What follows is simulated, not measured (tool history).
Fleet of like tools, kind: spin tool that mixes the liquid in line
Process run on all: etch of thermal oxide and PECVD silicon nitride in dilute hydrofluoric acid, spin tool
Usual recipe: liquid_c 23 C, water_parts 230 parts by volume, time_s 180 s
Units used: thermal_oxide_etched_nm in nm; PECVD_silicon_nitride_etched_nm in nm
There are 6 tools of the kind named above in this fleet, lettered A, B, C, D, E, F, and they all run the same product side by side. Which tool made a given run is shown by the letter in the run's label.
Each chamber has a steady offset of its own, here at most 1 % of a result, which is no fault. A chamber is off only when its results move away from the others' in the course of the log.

| run | hour | liquid_c | water_parts | time_s | hours since the thermometer was replaced | hours since the hydrofluoric acid flow meter was replaced | read-back film thickness of the thermal oxide reference wafer, read on the same gauge (nm) | read-back film thickness of the PECVD silicon nitride reference wafer, read on the same gauge (nm) | thermal_oxide_etched_nm | PECVD_silicon_nitride_etched_nm |
|---|---|---|---|---|---|---|---|---|---|---|
| 1A | 5.7 | 23 | 230 | 180 | 468.1 | 1299.8 | 150.00 | 109.98 | 2.9724 | 1.3381 |
| 2E | 10.7 | 23 | 230 | 180 | 1373.9 | 531.1 | 150.05 | 109.95 | 2.8928 | 1.3821 |
| 3D | 13.7 | 23 | 230 | 180 | 786.9 | 321.1 | 150.02 | 109.97 | 2.8912 | 1.3682 |
| 4C | 19.4 | 23 | 230 | 180 | 27.6 | 219.2 | 149.99 | 110.03 | 2.9267 | 1.4195 |
| 5F | 25.9 | 23 | 230 | 180 | 320.0 | 1554.7 | 150.02 | 110.04 | 2.9590 | 1.3924 |
| 6B | 32.3 | 19 | 230 | 180 | 55.1 | 668.1 | 150.00 | 110.00 | 2.4882 | 1.1160 |
| 7F | 37.6 | 19 | 230 | 180 | 331.7 | 1566.4 | 149.99 | 110.02 | 2.5336 | 1.0942 |
| 8B | 41.0 | 19 | 230 | 180 | 63.8 | 676.8 | 149.99 | 109.95 | 2.5282 | 1.0699 |
| 9D | 47.2 | 19 | 230 | 180 | 820.4 | 354.6 | 149.98 | 110.00 | 2.5181 | 1.0898 |
| 10C | 50.7 | 19 | 230 | 180 | 58.9 | 250.5 | 150.00 | 109.96 | 2.5563 | 1.0764 |
| 11A | 54.5 | 19 | 230 | 180 | 516.9 | 1348.6 | 149.95 | 110.03 | 2.5223 | 1.0657 |
| 12E | 59.8 | 23 | 230 | 180 | 1423.0 | 580.2 | 149.99 | 110.03 | 2.9191 | 1.3673 |
| 13D | 63.9 | 23 | 230 | 180 | 837.1 | 371.3 | 150.00 | 109.99 | 2.9456 | 1.3967 |
| 14F | 68.9 | 23 | 230 | 180 | 363.0 | 1597.7 | 150.00 | 109.97 | 2.9743 | 1.4040 |
| 15A | 75.6 | 23 | 230 | 180 | 538.0 | 1369.7 | 150.02 | 109.98 | 2.9925 | 1.4097 |
| 16E | 81.4 | 23 | 230 | 180 | 1444.6 | 601.8 | 149.98 | 109.99 | 2.9559 | 1.3563 |
| 17C | 84.3 | 23 | 230 | 225 | 92.5 | 284.1 | 149.97 | 110.00 | 3.6781 | 1.7905 |
| 18B | 88.1 | 23 | 230 | 225 | 110.9 | 723.9 | 149.97 | 109.99 | 3.6403 | 1.7774 |
| 19B | 93.8 | 23 | 230 | 225 | 116.6 | 729.6 | 150.02 | 109.98 | 3.6572 | 1.6626 |
| 20F | 98.2 | 23 | 230 | 225 | 392.3 | 1627.0 | 149.97 | 109.96 | 3.5737 | 1.6919 |
| 21E | 102.0 | 23 | 230 | 225 | 1465.2 | 622.4 | 149.99 | 110.08 | 3.6318 | 1.7426 |
| 22A | 106.9 | 23 | 230 | 225 | 569.3 | 1401.0 | 149.95 | 109.98 | 3.6814 | 1.7172 |
| 23D | 110.9 | 23 | 230 | 180 | 884.1 | 418.3 | 150.00 | 110.03 | 2.9689 | 1.4011 |
| 24C | 114.3 | 23 | 230 | 180 | 122.5 | 314.1 | 149.96 | 109.97 | 2.9760 | 1.4493 |
| 25A | 118.2 | 23 | 230 | 180 | 580.6 | 1412.3 | 150.00 | 110.00 | 2.9742 | 1.3369 |
|  | 122.5 | chamber A: thermometer replaced |
| 26E | 124.7 | 23 | 230 | 180 | 1487.9 | 645.1 | 150.00 | 110.03 | 2.9683 | 1.3878 |
| 27D | 130.5 | 23 | 230 | 180 | 903.7 | 437.9 | 150.03 | 110.04 | 2.9480 | 1.3990 |
| 28C | 135.3 | 23 | 230 | 180 | 143.5 | 335.1 | 149.98 | 109.99 | 2.9106 | 1.4142 |
| 29F | 139.1 | 23 | 230 | 180 | 433.2 | 1667.9 | 149.98 | 109.97 | 2.8840 | 1.3724 |
| 30B | 145.4 | 23 | 230 | 180 | 168.2 | 781.2 | 150.01 | 110.04 | 2.9848 | 1.3391 |
| 31D | 151.1 | 23 | 230 | 180 | 924.3 | 458.5 | 150.00 | 110.03 | 2.9575 | 1.4005 |
| 32E | 156.8 | 19 | 230 | 280 | 1520.0 | 677.2 | 150.02 | 109.96 | 3.9289 | 1.6852 |
| 33B | 160.0 | 19 | 230 | 280 | 182.8 | 795.8 | 149.99 | 109.98 | 3.9432 | 1.6540 |
| 34A | 163.5 | 19 | 230 | 280 | 41.1 | 1457.6 | 149.99 | 109.98 | 3.9628 | 1.7140 |
| 35C | 169.2 | 19 | 230 | 280 | 177.4 | 369.0 | 150.01 | 110.02 | 4.0291 | 1.6293 |
| 36F | 174.9 | 19 | 230 | 280 | 469.0 | 1703.7 | 149.99 | 109.99 | 3.9469 | 1.7442 |
| 37F | 178.1 | 19 | 230 | 280 | 472.2 | 1706.9 | 149.99 | 109.93 | 3.9779 | 1.6895 |
| 38D | 184.9 | 23 | 230 | 180 | 958.1 | 492.3 | 149.98 | 109.98 | 2.9256 | 1.4194 |

Next, every chamber runs the same settings. What will each give?
| 39A | 189.7 | 26 | 230 | 180 |  |  |  |  | ? | ? |
| 39B | 189.7 | 26 | 230 | 180 |  |  |  |  | ? | ? |
| 39C | 189.7 | 26 | 230 | 180 |  |  |  |  | ? | ? |
| 39D | 189.7 | 26 | 230 | 180 |  |  |  |  | ? | ? |
| 39E | 189.7 | 26 | 230 | 180 |  |  |  |  | ? | ? |
| 39F | 189.7 | 26 | 230 | 180 |  |  |  |  | ? | ? |

| run | thermal_oxide_etched_nm | PECVD_silicon_nitride_etched_nm |
|---|---|---|
| 39A | 3.2191 | 1.6822 |
| 39B | 3.2477 | 1.6596 |
| 39C | 3.2497 | 1.6751 |
| 39D | 3.2572 | 1.6750 |
| 39E | 3.3031 | 1.7406 |
| 39F | 3.2309 | 1.6859 |

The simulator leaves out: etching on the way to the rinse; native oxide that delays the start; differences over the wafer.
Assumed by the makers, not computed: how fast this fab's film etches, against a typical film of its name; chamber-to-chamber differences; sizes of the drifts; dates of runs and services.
